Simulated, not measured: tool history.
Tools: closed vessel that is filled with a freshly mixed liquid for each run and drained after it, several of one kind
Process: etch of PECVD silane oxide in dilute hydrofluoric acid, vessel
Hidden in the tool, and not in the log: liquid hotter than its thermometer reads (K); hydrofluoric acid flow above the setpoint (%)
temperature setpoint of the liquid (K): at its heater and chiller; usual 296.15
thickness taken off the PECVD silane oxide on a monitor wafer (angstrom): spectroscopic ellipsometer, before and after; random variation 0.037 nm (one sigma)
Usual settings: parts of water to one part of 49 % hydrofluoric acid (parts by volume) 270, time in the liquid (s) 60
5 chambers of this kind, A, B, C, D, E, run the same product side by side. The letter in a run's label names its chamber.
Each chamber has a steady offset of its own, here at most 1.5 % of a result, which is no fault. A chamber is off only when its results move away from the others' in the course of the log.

| run | hour | temperature setpoint of the liquid (K) | parts of water to one part of 49 % hydrofluoric acid (parts by volume) | time in the liquid (s) | hours since the thermometer was replaced | hours since the hydrofluoric acid flow meter was replaced | read-back film thickness of the PECVD silane oxide reference wafer, read on the same gauge (nm) | thickness taken off the PECVD silane oxide on a monitor wafer (angstrom) |
|---|---|---|---|---|---|---|---|---|
| 1C | 10.5 | 296.15 | 270 | 60 | 570.5 | 570.6 | 69.979 | 88.553 |
| 2A | 22.3 | 296.15 | 270 | 60 | 1685.3 | 1353.9 | 69.991 | 89.029 |
| 3E | 32.7 | 296.15 | 270 | 60 | 1265.2 | 49.6 | 69.971 | 90.262 |
| 4D | 39.4 | 296.15 | 270 | 60 | 322.2 | 1438.8 | 70.038 | 87.814 |
| 5B | 49.6 | 296.15 | 270 | 60 | 1148.4 | 1299.9 | 70.011 | 89.004 |
| 6A | 58.4 | 296.15 | 270 | 60 | 1721.4 | 1390.0 | 70.010 | 89.196 |
| 7D | 66.8 | 296.15 | 270 | 60 | 349.6 | 1466.2 | 69.993 | 87.696 |
| 8B | 77.3 | 296.15 | 270 | 60 | 1176.1 | 1327.6 | 70.000 | 88.448 |
| 9C | 83.2 | 296.15 | 270 | 60 | 643.2 | 643.3 | 70.026 | 88.444 |
| 10E | 89.5 | 300.65 | 340 | 60 | 1322.0 | 106.4 | 69.982 | 77.993 |
| 11E | 101.7 | 300.65 | 340 | 60 | 1334.2 | 118.6 | 69.965 | 78.062 |
| 12B | 110.7 | 300.65 | 340 | 60 | 1209.5 | 1361.0 | 69.986 | 76.491 |
| 13A | 118.6 | 300.65 | 340 | 60 | 1781.6 | 1450.2 | 70.015 | 77.645 |
| 14D | 126.1 | 300.65 | 340 | 60 | 408.9 | 1525.5 | 70.065 | 76.031 |
| 15C | 136.6 | 296.15 | 165 | 60 | 696.6 | 696.7 | 69.992 | 159.290 |
|  | 137.1 | chamber B: hydrofluoric acid flow meter replaced |
| 16C | 149.0 | 296.15 | 165 | 60 | 709.0 | 709.1 | 70.042 | 161.120 |
| 17A | 156.6 | 296.15 | 165 | 60 | 1819.6 | 1488.2 | 69.991 | 167.090 |
| 18B | 166.1 | 296.15 | 165 | 60 | 1264.9 | 29.1 | 70.020 | 161.200 |
| 19E | 177.6 | 296.15 | 165 | 60 | 1410.1 | 194.5 | 69.991 | 163.010 |
| 20D | 189.9 | 296.15 | 270 | 60 | 472.7 | 1589.3 | 69.978 | 87.607 |
| 21E | 200.0 | 296.15 | 270 | 60 | 1432.5 | 216.9 | 69.991 | 89.996 |
| 22D | 212.0 | 296.15 | 270 | 60 | 494.8 | 1611.4 | 69.972 | 87.532 |
| 23A | 223.5 | 296.15 | 270 | 60 | 1886.5 | 1555.1 | 69.987 | 92.306 |
| 24C | 233.8 | 298.65 | 270 | 60 | 793.8 | 793.9 | 69.997 | 96.238 |
| 25B | 241.1 | 298.65 | 270 | 60 | 1339.9 | 104.1 | 70.002 | 96.860 |
| 26C | 249.0 | 298.65 | 270 | 60 | 809.0 | 809.1 | 69.994 | 97.055 |
| 27B | 259.7 | 298.65 | 270 | 60 | 1358.5 | 122.7 | 69.992 | 98.182 |
| 28A | 265.4 | 298.65 | 270 | 60 | 1928.4 | 1597.0 | 69.980 | 101.100 |
| 29E | 277.4 | 296.15 | 270 | 60 | 1509.9 | 294.3 | 70.036 | 89.417 |
| 30D | 284.2 | 296.15 | 205 | 60 | 567.0 | 1683.6 | 69.990 | 124.100 |
| 31B | 295.2 | 296.15 | 205 | 60 | 1394.0 | 158.2 | 69.984 | 125.040 |
| 32C | 307.5 | 296.15 | 205 | 60 | 867.5 | 867.6 | 70.012 | 123.260 |
| 33D | 316.5 | 296.15 | 205 | 60 | 599.3 | 1715.9 | 70.015 | 123.830 |

Next, every chamber runs the same settings. What will each give?
| 34A | 325.3 | 296.15 | 270 | 60 |  |  |  | ? |
| 34B | 325.3 | 296.15 | 270 | 60 |  |  |  | ? |
| 34C | 325.3 | 296.15 | 270 | 60 |  |  |  | ? |
| 34D | 325.3 | 296.15 | 270 | 60 |  |  |  | ? |
| 34E | 325.3 | 296.15 | 270 | 60 |  |  |  | ? |

| run | thickness taken off the PECVD silane oxide on a monitor wafer (angstrom) |
|---|---|
| 34A | 93.113 |
| 34B | 88.956 |
| 34C | 88.651 |
| 34D | 87.891 |
| 34E | 89.638 |
